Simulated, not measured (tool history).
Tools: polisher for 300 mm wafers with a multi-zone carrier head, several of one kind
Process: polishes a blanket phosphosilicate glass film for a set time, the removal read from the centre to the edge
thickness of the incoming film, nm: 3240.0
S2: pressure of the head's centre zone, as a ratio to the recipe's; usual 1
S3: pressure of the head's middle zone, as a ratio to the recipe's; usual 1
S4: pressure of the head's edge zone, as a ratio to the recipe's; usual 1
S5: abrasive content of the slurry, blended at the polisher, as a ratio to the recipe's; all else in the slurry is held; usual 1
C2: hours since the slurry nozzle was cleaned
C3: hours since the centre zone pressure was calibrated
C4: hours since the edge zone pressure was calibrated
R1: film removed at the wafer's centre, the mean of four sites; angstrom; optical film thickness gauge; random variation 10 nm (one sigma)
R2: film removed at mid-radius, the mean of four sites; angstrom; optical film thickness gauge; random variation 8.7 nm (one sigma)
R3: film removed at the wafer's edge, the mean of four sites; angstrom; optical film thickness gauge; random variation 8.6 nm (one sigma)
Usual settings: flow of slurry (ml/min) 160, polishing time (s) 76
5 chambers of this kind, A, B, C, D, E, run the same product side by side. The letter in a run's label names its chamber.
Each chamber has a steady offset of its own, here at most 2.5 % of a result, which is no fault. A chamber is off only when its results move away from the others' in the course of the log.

Run 1C, hour 6.1: usual settings; wafers polished on this pad 378; C2 551.4; C3 372; C4 440.1. Result: R1 7303.8 angstrom, R2 7251.7 angstrom, R3 7337 angstrom.
Run 2A, hour 16.4: usual settings; wafers polished on this pad 222; C2 46.4; C3 150.7; C4 319.7. Result: R1 7256.5 angstrom, R2 7295.5 angstrom, R3 7360.1 angstrom.
At hour 16.8: chamber B: worn pad replaced by a new one.
Run 3B, hour 21.7: usual settings; wafers polished on this pad 55; C2 627.5; C3 1102; C4 754.4. Result: R1 7371.2 angstrom, R2 7252.4 angstrom, R3 7408.7 angstrom.
Run 4E, hour 26.3: usual settings; wafers polished on this pad 409; C2 146.2; C3 332.1; C4 525.5. Result: R1 7322.1 angstrom, R2 7303.1 angstrom, R3 7510.7 angstrom.
Run 5D, hour 32.6: usual settings; wafers polished on this pad 382; C2 400.2; C3 191.3; C4 234. Result: R1 7310.3 angstrom, R2 7305.5 angstrom, R3 7465.2 angstrom.
At hour 35.5: chamber C: worn pad replaced by a new one.
Run 6D, hour 39.4: usual settings; wafers polished on this pad 459; C2 407; C3 198.1; C4 240.8. Result: R1 7407.1 angstrom, R2 7387.5 angstrom, R3 7476 angstrom.
At hour 42.3: chamber D: slurry nozzle cleaned.
Run 7B, hour 47.5: usual settings; wafers polished on this pad 347; C2 653.3; C3 1127.8; C4 780.2. Result: R1 7404 angstrom, R2 7276.7 angstrom, R3 7383.9 angstrom.
At hour 51.6: chamber E: worn pad replaced by a new one.
Run 8E, hour 56.6: usual settings but S4 1.06, S5 1.2; wafers polished on this pad 57; C2 176.5; C3 362.4; C4 555.8. Result: R1 7826 angstrom, R2 7851.8 angstrom, R3 8359.5 angstrom.
Run 9C, hour 61.5: usual settings but S4 1.06, S5 1.2; wafers polished on this pad 294; C2 606.8; C3 427.4; C4 495.5. Result: R1 8011.5 angstrom, R2 7974.9 angstrom, R3 8211.1 angstrom.
At hour 65: chamber C: slurry nozzle cleaned.
Run 10A, hour 68.3: usual settings but S4 1.06, S5 1.2; wafers polished on this pad 810; C2 98.3; C3 202.6; C4 371.6. Result: R1 7943.1 angstrom, R2 7958 angstrom, R3 8061.8 angstrom.
At hour 71.2: chamber A: worn pad replaced by a new one.
At hour 72.5: chamber D: worn pad replaced by a new one.
Run 11E, hour 73: usual settings but S4 1.06, S5 1.2; wafers polished on this pad 242; C2 192.9; C3 378.8; C4 572.2. Result: R1 7976.6 angstrom, R2 7819.9 angstrom, R3 8358.3 angstrom.
At hour 79.4: chamber B: worn pad replaced by a new one.
Run 12D, hour 81.8: usual settings but S4 1.06, S5 1.2; wafers polished on this pad 106; C2 39.6; C3 240.5; C4 283.2. Result: R1 7874.4 angstrom, R2 7824.2 angstrom, R3 8326.7 angstrom.
At hour 82.6: chamber B: slurry nozzle cleaned.
At hour 83.3: chamber C: edge zone pressure recalibrated.
Run 13B, hour 90: usual settings; wafers polished on this pad 120; C2 7.4; C3 1170.3; C4 822.7. Result: R1 7442 angstrom, R2 7446.1 angstrom, R3 7375.1 angstrom.
Run 14C, hour 95.8: usual settings; wafers polished on this pad 682; C2 30.9; C3 461.7; C4 12.5. Result: R1 7242.6 angstrom, R2 7444.6 angstrom, R3 7443.9 angstrom.
At hour 101.7: chamber C: worn pad replaced by a new one.
Run 15A, hour 102.3: usual settings; wafers polished on this pad 352; C2 132.3; C3 236.6; C4 405.6. Result: R1 7440.3 angstrom, R2 7161 angstrom, R3 7426.1 angstrom.
At hour 106.2: chamber E: slurry nozzle cleaned.
Run 16E, hour 110.2: usual settings; wafers polished on this pad 663; C2 4.1; C3 416; C4 609.4. Result: R1 7391.8 angstrom, R2 7311.6 angstrom, R3 7622.1 angstrom.
Run 17D, hour 119.5: usual settings but S5 0.85; wafers polished on this pad 533; C2 77.3; C3 278.2; C4 320.9. Result: R1 6996.1 angstrom, R2 6844.8 angstrom, R3 6751.8 angstrom.
At hour 124.5: chamber E: worn pad replaced by a new one.
Run 18C, hour 129: usual settings but S5 0.85; wafers polished on this pad 309; C2 64.1; C3 494.9; C4 45.7. Result: R1 6668.9 angstrom, R2 6831.9 angstrom, R3 6844.8 angstrom.
At hour 132: chamber A: worn pad replaced by a new one.
At hour 134.1: chamber D: worn pad replaced by a new one.
Run 19A, hour 138.9: usual settings but S5 0.85; wafers polished on this pad 79; C2 168.9; C3 273.2; C4 442.2. Result: R1 6753.3 angstrom, R2 6780.1 angstrom, R3 6883.4 angstrom.
At hour 142.3: chamber B: worn pad replaced by a new one.
Run 20B, hour 148.5: usual settings but S5 0.85; wafers polished on this pad 70; C2 65.9; C3 1228.8; C4 881.2. Result: R1 6714.5 angstrom, R2 6789.9 angstrom, R3 6920.4 angstrom.
Run 21E, hour 158.4: usual settings but S5 0.85; wafers polished on this pad 384; C2 52.3; C3 464.2; C4 657.6. Result: R1 6830.1 angstrom, R2 6735.8 angstrom, R3 6921 angstrom.
At hour 161.8: chamber C: worn pad replaced by a new one.
Run 22A, hour 166.7: usual settings; wafers polished on this pad 393; C2 196.7; C3 301; C4 470. Result: R1 7576.7 angstrom, R2 7369.4 angstrom, R3 7326.4 angstrom.
At hour 167: chamber C: centre zone pressure recalibrated.
Run 23B, hour 173.7: usual settings; wafers polished on this pad 355; C2 91.1; C3 1254; C4 906.4. Result: R1 7255.6 angstrom, R2 7340.3 angstrom, R3 7200.7 angstrom.
At hour 175.7: chamber A: edge zone pressure recalibrated.
Run 24C, hour 179.9: usual settings; wafers polished on this pad 205; C2 115; C3 12.9; C4 96.6. Result: R1 7376.3 angstrom, R2 7336.7 angstrom, R3 7529 angstrom.
At hour 184.8: chamber E: worn pad replaced by a new one.
Run 25D, hour 185.7: usual settings; wafers polished on this pad 584; C2 143.5; C3 344.4; C4 387.1. Result: R1 7435.8 angstrom, R2 7251.9 angstrom, R3 7228.9 angstrom.
At hour 190.2: chamber A: worn pad replaced by a new one.
At hour 191: chamber A: slurry nozzle cleaned.
At hour 191.6: chamber D: worn pad replaced by a new one.
Run 26D, hour 193.3: usual settings; wafers polished on this pad 19; C2 151.1; C3 352; C4 394.7. Result: R1 7365.2 angstrom, R2 7458.6 angstrom, R3 7410.1 angstrom.
Run 27A, hour 203.1: usual settings; wafers polished on this pad 146; C2 12.2; C3 337.4; C4 27.4. Result: R1 7521.3 angstrom, R2 7249.7 angstrom, R3 7386.3 angstrom.
Run 28B, hour 209.7: usual settings; wafers polished on this pad 763; C2 127.1; C3 1290; C4 942.4. Result: R1 7455.9 angstrom, R2 7339.4 angstrom, R3 7403.5 angstrom.
At hour 211.4: chamber B: worn pad replaced by a new one.
At hour 217.7: chamber C: worn pad replaced by a new one.
Run 29C, hour 218.7: usual settings; wafers polished on this pad 11; C2 153.8; C3 51.7; C4 135.4. Result: R1 7553.5 angstrom, R2 7415.5 angstrom, R3 7452.4 angstrom.
Run 30E, hour 226.5: usual settings; wafers polished on this pad 472; C2 120.4; C3 532.3; C4 725.7. Result: R1 7153.4 angstrom, R2 7367.7 angstrom, R3 7511.8 angstrom.
Run 31E, hour 236.6: usual settings; wafers polished on this pad 587; C2 130.5; C3 542.4; C4 735.8. Result: R1 7268.3 angstrom, R2 7458.9 angstrom, R3 7454.6 angstrom.
Run 32D, hour 246.2: usual settings; wafers polished on this pad 617; C2 204; C3 404.9; C4 447.6. Result: R1 7305.6 angstrom, R2 7343.6 angstrom, R3 7292.7 angstrom.
Run 33A, hour 254.7: usual settings but S2 0.95, S3 1.1; wafers polished on this pad 730; C2 63.8; C3 389; C4 79. Result: R1 6959.6 angstrom, R2 8051.1 angstrom, R3 7459.4 angstrom.
At hour 257.1: chamber E: worn pad replaced by a new one.
Run 34C, hour 260.3: usual settings but S2 0.95, S3 1.1; wafers polished on this pad 482; C2 195.4; C3 93.3; C4 177. Result: R1 6861.2 angstrom, R2 7941.9 angstrom, R3 7345 angstrom.
At hour 263.9: chamber A: worn pad replaced by a new one.
At hour 266.4: chamber D: worn pad replaced by a new one.
Run 35B, hour 268.4: usual settings but S2 0.95, S3 1.1; wafers polished on this pad 645; C2 185.8; C3 1348.7; C4 1001.1. Result: R1 6858.2 angstrom, R2 8139.5 angstrom, R3 7272.3 angstrom.
At hour 270.1: chamber B: worn pad replaced by a new one.
Run 36B, hour 273.3: usual settings but S2 0.95, S3 1.1; wafers polished on this pad 37; C2 190.7; C3 1353.6; C4 1006. Result: R1 7040.8 angstrom, R2 7899.4 angstrom, R3 7406.7 angstrom.
Run 37D, hour 281.8: usual settings but S2 0.95, S3 1.1; wafers polished on this pad 175; C2 239.6; C3 440.5; C4 483.2. Result: R1 7113.8 angstrom, R2 8119.7 angstrom, R3 7329.2 angstrom.
At hour 284: chamber C: worn pad replaced by a new one.
Run 38E, hour 290.8: usual settings; wafers polished on this pad 381; C2 184.7; C3 596.6; C4 790. Result: R1 7109.4 angstrom, R2 7361.8 angstrom, R3 7515.4 angstrom.
Run 39A, hour 297.4: usual settings; wafers polished on this pad 380; C2 106.5; C3 431.7; C4 121.7. Result: R1 7438.5 angstrom, R2 7412.2 angstrom, R3 7313.7 angstrom.
At hour 299.7: chamber A: centre zone pressure recalibrated.
Run 40C, hour 302.5: usual settings; wafers polished on this pad 210; C2 237.6; C3 135.5; C4 219.2. Result: R1 7290.5 angstrom, R2 7406.4 angstrom, R3 7290 angstrom.
Run 41C, hour 309.1: usual settings; wafers polished on this pad 284; C2 244.2; C3 142.1; C4 225.8. Result: R1 7255.6 angstrom, R2 7248.7 angstrom, R3 7306.8 angstrom.
Run 42A, hour 314.3: usual settings; wafers polished on this pad 571; C2 123.4; C3 14.6; C4 138.6. Result: R1 7424.7 angstrom, R2 7416 angstrom, R3 7294 angstrom.
Run 43D, hour 321.5: usual settings; wafers polished on this pad 624; C2 279.3; C3 480.2; C4 522.9. Result: R1 7424.1 angstrom, R2 7298.2 angstrom, R3 7378.5 angstrom.
Run 44B, hour 328.4: usual settings; wafers polished on this pad 660; C2 245.8; C3 1408.7; C4 1061.1. Result: R1 7402.2 angstrom, R2 7407.9 angstrom, R3 7472.7 angstrom.

What goes on in this fleet: one chamber off, a drifting gauge, or nothing beyond the chambers' own small offsets? Name the chamber and the cause, if any.

No chamber stands off beyond its own small offset, and the gauge holds steady.

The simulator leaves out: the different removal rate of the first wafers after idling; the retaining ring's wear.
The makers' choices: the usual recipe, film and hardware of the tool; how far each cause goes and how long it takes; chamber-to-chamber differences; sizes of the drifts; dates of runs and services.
